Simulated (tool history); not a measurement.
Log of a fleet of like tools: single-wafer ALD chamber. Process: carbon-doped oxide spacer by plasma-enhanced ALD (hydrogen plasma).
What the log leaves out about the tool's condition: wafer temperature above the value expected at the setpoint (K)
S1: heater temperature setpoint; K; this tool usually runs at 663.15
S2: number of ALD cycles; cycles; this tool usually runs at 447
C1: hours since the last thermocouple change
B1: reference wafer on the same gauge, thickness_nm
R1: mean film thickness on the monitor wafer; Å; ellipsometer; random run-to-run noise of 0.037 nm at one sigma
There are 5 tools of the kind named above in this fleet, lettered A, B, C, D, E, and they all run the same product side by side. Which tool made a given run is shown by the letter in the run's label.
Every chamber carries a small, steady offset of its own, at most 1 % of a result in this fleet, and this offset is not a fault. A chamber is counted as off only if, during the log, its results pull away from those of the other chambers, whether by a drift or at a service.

Run 1A, hour 4.6: usual settings; C1 1447.9; B1 25.813. Result: R1 225 Å.
Run 2E, hour 10: usual settings; C1 1332.8; B1 25.806. Result: R1 221.79 Å.
Run 3D, hour 13.3: usual settings; C1 1241.3; B1 25.818. Result: R1 222.41 Å.
Run 4C, hour 18.1: usual settings; C1 154.1; B1 25.811. Result: R1 225.01 Å.
Run 5B, hour 21.3: usual settings but S1 674.15 K, S2 490 cycles; C1 1371.6; B1 25.831. Result: R1 244.07 Å.
Run 6C, hour 26.3: usual settings but S1 674.15 K, S2 490 cycles; C1 162.3; B1 25.826. Result: R1 245.9 Å.
Run 7E, hour 29.4: usual settings but S1 674.15 K, S2 490 cycles; C1 1352.2; B1 25.834. Result: R1 243.29 Å.
Run 8A, hour 33.6: usual settings but S1 674.15 K, S2 490 cycles; C1 1476.9; B1 25.834. Result: R1 245.46 Å.
Run 9B, hour 37.2: usual settings but S1 674.15 K, S2 490 cycles; C1 1387.5; B1 25.85. Result: R1 244.69 Å.
Run 10D, hour 40.1: usual settings but S1 649.15 K, S2 396 cycles; C1 1268.1; B1 25.838. Result: R1 197.48 Å.
Run 11E, hour 44.3: usual settings but S1 649.15 K, S2 396 cycles; C1 1367.1; B1 25.847. Result: R1 197.18 Å.
Run 12D, hour 47.8: usual settings but S1 649.15 K, S2 396 cycles; C1 1275.8; B1 25.849. Result: R1 197.36 Å.
Run 13B, hour 51.9: usual settings but S1 649.15 K, S2 396 cycles; C1 1402.2; B1 25.855. Result: R1 197.96 Å.
Run 14A, hour 55.7: usual settings but S1 649.15 K, S2 396 cycles; C1 1499; B1 25.862. Result: R1 199.59 Å.
Run 15C, hour 59.2: usual settings; C1 195.2; B1 25.862. Result: R1 226.29 Å.
Run 16A, hour 64.3: usual settings; C1 1507.6; B1 25.864. Result: R1 225.34 Å.
Run 17D, hour 68.2: usual settings; C1 1296.2; B1 25.863. Result: R1 223.17 Å.
Run 18B, hour 73.7: usual settings; C1 1424; B1 25.88. Result: R1 224.33 Å.
Run 19E, hour 79.3: usual settings but S1 652.15 K, S2 381 cycles; C1 1402.1; B1 25.881. Result: R1 190.28 Å.
Run 20C, hour 83.3: usual settings but S1 652.15 K, S2 381 cycles; C1 219.3; B1 25.889. Result: R1 192.57 Å.
Run 21E, hour 88.6: usual settings but S1 652.15 K, S2 381 cycles; C1 1411.4; B1 25.894. Result: R1 189.57 Å.
Run 22B, hour 92.3: usual settings but S1 652.15 K, S2 381 cycles; C1 1442.6; B1 25.887. Result: R1 190.39 Å.
Run 23C, hour 95.9: usual settings but S1 652.15 K, S2 381 cycles; C1 231.9; B1 25.897. Result: R1 192.35 Å.
Run 24A, hour 99.9: usual settings; C1 1543.2; B1 25.897. Result: R1 225.71 Å.
Run 25D, hour 104.1: usual settings; C1 1332.1; B1 25.902. Result: R1 223.62 Å.
Run 26A, hour 109.5: usual settings; C1 1552.8; B1 25.896. Result: R1 226.07 Å.
Run 27D, hour 112.2: usual settings but S2 395 cycles; C1 1340.2; B1 25.919. Result: R1 197.26 Å.
Run 28B, hour 117.3: usual settings but S2 395 cycles; C1 1467.6; B1 25.928. Result: R1 197.84 Å.
Run 29C, hour 120.6: usual settings but S2 395 cycles; C1 256.6; B1 25.917. Result: R1 200.24 Å.
Run 30E, hour 124: usual settings but S2 395 cycles; C1 1446.8; B1 25.933. Result: R1 197.56 Å.
Run 31D, hour 126.5: usual settings but S2 395 cycles; C1 1354.5; B1 25.927. Result: R1 197.32 Å.
Run 32B, hour 131.4: usual settings; C1 1481.7; B1 25.937. Result: R1 224.15 Å.
Run 33E, hour 136.4: usual settings; C1 1459.2; B1 25.94. Result: R1 223.66 Å.
Run 34C, hour 141.9: usual settings; C1 277.9; B1 25.946. Result: R1 227.25 Å.
Run 35A, hour 146.6: usual settings; C1 1589.9; B1 25.954. Result: R1 225.79 Å.
Run 36D, hour 152.2: usual settings; C1 1380.2; B1 25.952. Result: R1 223.65 Å.
Run 37A, hour 156.3: usual settings; C1 1599.6; B1 25.963. Result: R1 226.19 Å.
Run 38B, hour 159: usual settings but S2 531 cycles; C1 1509.3; B1 25.964. Result: R1 267.2 Å.
Run 39C, hour 164.4: usual settings but S2 531 cycles; C1 300.4; B1 25.976. Result: R1 269.71 Å.
Run 40E, hour 167: usual settings but S2 531 cycles; C1 1489.8; B1 25.973. Result: R1 265.7 Å.

One chamber off, gauge drift, or nothing amiss beyond the chambers' own small offsets? If it is a chamber, which one, and what is the likeliest cause?

The gauge drifts, so all chambers seem to drift together. No chamber is off.
Likeliest cause: gauge reads high (%) = 0.683.

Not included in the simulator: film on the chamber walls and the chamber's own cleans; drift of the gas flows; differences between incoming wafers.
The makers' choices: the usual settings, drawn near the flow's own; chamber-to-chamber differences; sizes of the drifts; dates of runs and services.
